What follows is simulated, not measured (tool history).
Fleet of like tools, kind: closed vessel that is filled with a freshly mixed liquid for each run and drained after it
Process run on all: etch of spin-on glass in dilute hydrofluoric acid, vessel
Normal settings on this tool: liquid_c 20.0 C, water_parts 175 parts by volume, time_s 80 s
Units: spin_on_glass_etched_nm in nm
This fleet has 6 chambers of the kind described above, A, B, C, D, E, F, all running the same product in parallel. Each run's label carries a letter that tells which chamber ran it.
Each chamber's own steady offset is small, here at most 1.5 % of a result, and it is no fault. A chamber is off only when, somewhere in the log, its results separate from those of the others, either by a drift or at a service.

| run | day | liquid_c | water_parts | time_s | hours since the thermometer was replaced | hours since the hydrofluoric acid flow meter was replaced | read-back film thickness of the spin-on glass reference wafer, read on the same gauge (nm) | spin_on_glass_etched_nm |
|---|---|---|---|---|---|---|---|---|
| 1A | 0.442 | 20.0 | 175 | 80 | 1730.4 | 1454.7 | 39.986 | 9.4230 |
| 2F | 0.662 | 20.0 | 175 | 80 | 118.5 | 47.8 | 39.996 | 9.3780 |
| 3B | 0.888 | 20.0 | 175 | 80 | 1995.6 | 376.0 | 40.001 | 9.3073 |
|  | 1.075 | chamber E: hydrofluoric acid flow meter replaced |
| 4D | 1.104 | 20.0 | 175 | 80 | 448.4 | 1623.0 | 40.012 | 9.3359 |
| 5E | 1.375 | 20.0 | 175 | 80 | 660.6 | 7.3 | 40.002 | 9.1277 |
| 6C | 1.588 | 20.0 | 175 | 80 | 1535.6 | 691.2 | 40.004 | 9.3467 |
|  | 1.696 | chamber D: hydrofluoric acid flow meter replaced |
| 7F | 1.967 | 17.0 | 115 | 80 | 149.8 | 79.1 | 40.014 | 13.3840 |
| 8E | 2.396 | 17.0 | 115 | 80 | 685.1 | 31.8 | 39.998 | 13.2420 |
| 9A | 2.825 | 17.0 | 115 | 80 | 1787.6 | 1511.9 | 39.983 | 13.2870 |
| 10B | 3.146 | 17.0 | 115 | 80 | 2049.8 | 430.2 | 39.995 | 13.0910 |
| 11D | 3.621 | 17.0 | 115 | 80 | 508.8 | 46.3 | 39.979 | 13.3810 |
| 12C | 4.079 | 17.0 | 115 | 80 | 1595.4 | 751.0 | 40.021 | 13.3120 |
| 13D | 4.429 | 20.0 | 215 | 80 | 528.2 | 65.7 | 39.958 | 7.2656 |
| 14A | 4.833 | 20.0 | 215 | 80 | 1835.8 | 1560.1 | 40.005 | 7.3480 |
|  | 5.212 | chamber D: thermometer replaced |
| 15F | 5.229 | 20.0 | 215 | 80 | 228.1 | 157.4 | 40.001 | 7.3278 |
| 16E | 5.600 | 20.0 | 215 | 80 | 762.0 | 108.7 | 39.996 | 7.1258 |
| 17B | 5.942 | 20.0 | 215 | 80 | 2116.9 | 497.3 | 39.996 | 7.2102 |
| 18C | 6.408 | 20.0 | 215 | 80 | 1651.3 | 806.9 | 40.006 | 7.2748 |
| 19B | 6.638 | 20.0 | 175 | 80 | 2133.6 | 514.0 | 39.991 | 9.2668 |
| 20A | 6.933 | 20.0 | 175 | 80 | 1886.2 | 1610.5 | 39.982 | 9.4783 |
| 21C | 7.379 | 20.0 | 175 | 80 | 1674.6 | 830.2 | 40.018 | 9.3379 |
| 22F | 7.675 | 17.5 | 175 | 80 | 286.8 | 216.1 | 40.012 | 8.4508 |
| 23E | 8.146 | 17.5 | 175 | 80 | 823.1 | 169.8 | 39.984 | 8.3482 |
| 24D | 8.383 | 17.5 | 175 | 80 | 76.1 | 160.6 | 39.985 | 8.4079 |
| 25D | 8.612 | 17.5 | 175 | 80 | 81.6 | 166.1 | 40.011 | 8.4473 |
| 26F | 8.862 | 17.5 | 175 | 80 | 315.3 | 244.6 | 40.011 | 8.4185 |
| 27E | 9.250 | 17.5 | 175 | 80 | 849.6 | 196.3 | 39.995 | 8.3408 |
| 28A | 9.500 | 20.0 | 175 | 80 | 1947.8 | 1672.1 | 39.996 | 9.5462 |
| 29C | 9.817 | 20.0 | 175 | 80 | 1733.1 | 888.7 | 40.015 | 9.3368 |
| 30B | 10.075 | 20.0 | 175 | 80 | 2216.1 | 596.5 | 40.004 | 9.2212 |
|  | 10.188 | chamber B: thermometer replaced |
| 31F | 10.396 | 20.0 | 175 | 80 | 352.1 | 281.4 | 40.007 | 9.3689 |
| 32C | 10.671 | 20.0 | 175 | 80 | 1753.6 | 909.2 | 39.969 | 9.3454 |
| 33E | 11.108 | 20.0 | 175 | 80 | 894.2 | 240.9 | 40.029 | 9.2118 |
| 34A | 11.454 | 20.0 | 175 | 80 | 1994.7 | 1719.0 | 39.997 | 9.5571 |
| 35B | 11.883 | 20.0 | 175 | 80 | 40.8 | 639.9 | 39.991 | 9.2469 |
| 36D | 12.325 | 20.0 | 175 | 80 | 170.7 | 255.2 | 39.988 | 9.3458 |
| 37A | 12.633 | 20.0 | 175 | 80 | 2023.0 | 1747.3 | 39.994 | 9.6740 |
| 38C | 12.883 | 20.0 | 175 | 80 | 1806.7 | 962.3 | 39.997 | 9.2754 |
| 39E | 13.104 | 20.0 | 175 | 115 | 942.1 | 288.8 | 39.997 | 13.2340 |
| 40D | 13.529 | 20.0 | 175 | 115 | 199.6 | 284.1 | 39.991 | 13.3150 |
| 41B | 13.954 | 20.0 | 175 | 115 | 90.5 | 689.6 | 39.980 | 13.2400 |
| 42F | 14.196 | 20.0 | 175 | 115 | 443.3 | 372.6 | 40.017 | 13.4220 |
| 43E | 14.604 | 20.0 | 175 | 115 | 978.1 | 324.8 | 39.995 | 13.2470 |

Next, all 6 chambers run the settings below, one line each with question marks for the results. What does each chamber give?
| 44A | 14.954 | 24.5 | 175 | 80 |  |  |  | ? |
| 44B | 14.954 | 24.5 | 175 | 80 |  |  |  | ? |
| 44C | 14.954 | 24.5 | 175 | 80 |  |  |  | ? |
| 44D | 14.954 | 24.5 | 175 | 80 |  |  |  | ? |
| 44E | 14.954 | 24.5 | 175 | 80 |  |  |  | ? |
| 44F | 14.954 | 24.5 | 175 | 80 |  |  |  | ? |

| run | spin_on_glass_etched_nm |
|---|---|
| 44A | 11.4210 |
| 44B | 10.9570 |
| 44C | 11.1070 |
| 44D | 11.1280 |
| 44E | 10.9020 |
| 44F | 11.1950 |
